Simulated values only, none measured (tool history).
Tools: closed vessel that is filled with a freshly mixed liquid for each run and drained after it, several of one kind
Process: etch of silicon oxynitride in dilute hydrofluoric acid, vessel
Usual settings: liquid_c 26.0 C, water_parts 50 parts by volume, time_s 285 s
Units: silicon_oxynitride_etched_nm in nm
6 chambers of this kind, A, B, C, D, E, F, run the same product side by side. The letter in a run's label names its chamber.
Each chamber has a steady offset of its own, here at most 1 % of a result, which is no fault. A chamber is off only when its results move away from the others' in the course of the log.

run,hour,liquid_c,water_parts,time_s,"read-back film thickness of the silicon oxynitride reference wafer, read on the same gauge (nm)",silicon_oxynitride_etched_nm
1D,9.1,26.0,50,285,110.00,27.543
2F,14.8,26.0,50,285,110.01,27.294
3E,22.0,26.0,50,285,109.99,27.660
4C,32.4,26.0,50,285,109.98,27.299
5A,41.4,26.0,50,285,110.00,27.440
6B,50.5,26.0,50,285,110.04,27.507
7C,58.1,26.0,50,285,109.97,27.214
8A,63.6,26.0,50,285,110.04,27.499
9F,68.3,26.0,50,285,109.97,27.180
10B,73.3,26.0,50,285,110.02,27.546
11D,82.3,26.0,50,285,110.00,27.354
12E,89.6,26.0,50,285,110.01,27.662
13B,94.7,26.0,50,285,110.00,27.719
14C,103.8,26.0,50,285,109.96,27.294
15D,113.0,26.0,50,285,110.03,27.739
16F,120.9,21.5,50,405,110.05,31.209
17A,129.1,21.5,50,405,110.00,31.329
18E,137.3,21.5,50,405,110.01,31.467
19C,144.6,21.5,50,405,109.98,31.122
20B,152.5,21.5,50,405,110.04,31.193
21D,158.1,21.5,50,405,110.00,31.447
22F,167.1,26.0,50,285,109.99,27.325
23A,175.5,26.0,50,285,110.01,27.674
24E,181.6,26.0,50,285,109.97,27.574
25A,188.6,26.0,50,285,110.01,27.763
26D,193.6,26.0,50,285,110.04,27.622
27F,203.5,26.0,50,285,109.98,27.459
28C,208.3,27.5,50,170,110.00,17.632
29B,213.0,27.5,50,170,110.04,17.805
30E,223.1,27.5,50,170,110.00,17.658
31A,230.8,27.5,50,170,110.01,17.707
32B,235.5,27.5,50,170,110.02,17.625
33F,245.0,27.5,50,170,109.98,17.592
34D,254.5,26.0,50,285,109.97,27.744
35E,262.3,26.0,50,285,110.02,27.517
36C,269.4,26.0,50,285,109.99,27.430
# hour 277.4: chamber B: thermometer replaced
37A,277.4,23.5,75,285,109.99,16.075
38B,283.6,23.5,75,285,110.02,15.882
# hour 286.8: chamber F: hydrofluoric acid flow meter replaced
39D,291.6,23.5,75,285,110.03,15.942
40C,300.4,23.5,75,285,110.00,15.705
41E,306.9,23.5,75,285,110.03,15.968
42F,316.2,23.5,75,285,110.00,15.895
43D,322.8,29.5,50,285,109.98,32.858
44A,331.0,29.5,50,285,109.97,32.653

All 6 chambers run these settings next. Forecast each chamber's results:
45A,338.4,26.0,60,285,,?
45B,338.4,26.0,60,285,,?
45C,338.4,26.0,60,285,,?
45D,338.4,26.0,60,285,,?
45E,338.4,26.0,60,285,,?
45F,338.4,26.0,60,285,,?

run,silicon_oxynitride_etched_nm
45A,22.784
45B,22.596
45C,22.554
45D,22.626
45E,22.729
45F,22.653

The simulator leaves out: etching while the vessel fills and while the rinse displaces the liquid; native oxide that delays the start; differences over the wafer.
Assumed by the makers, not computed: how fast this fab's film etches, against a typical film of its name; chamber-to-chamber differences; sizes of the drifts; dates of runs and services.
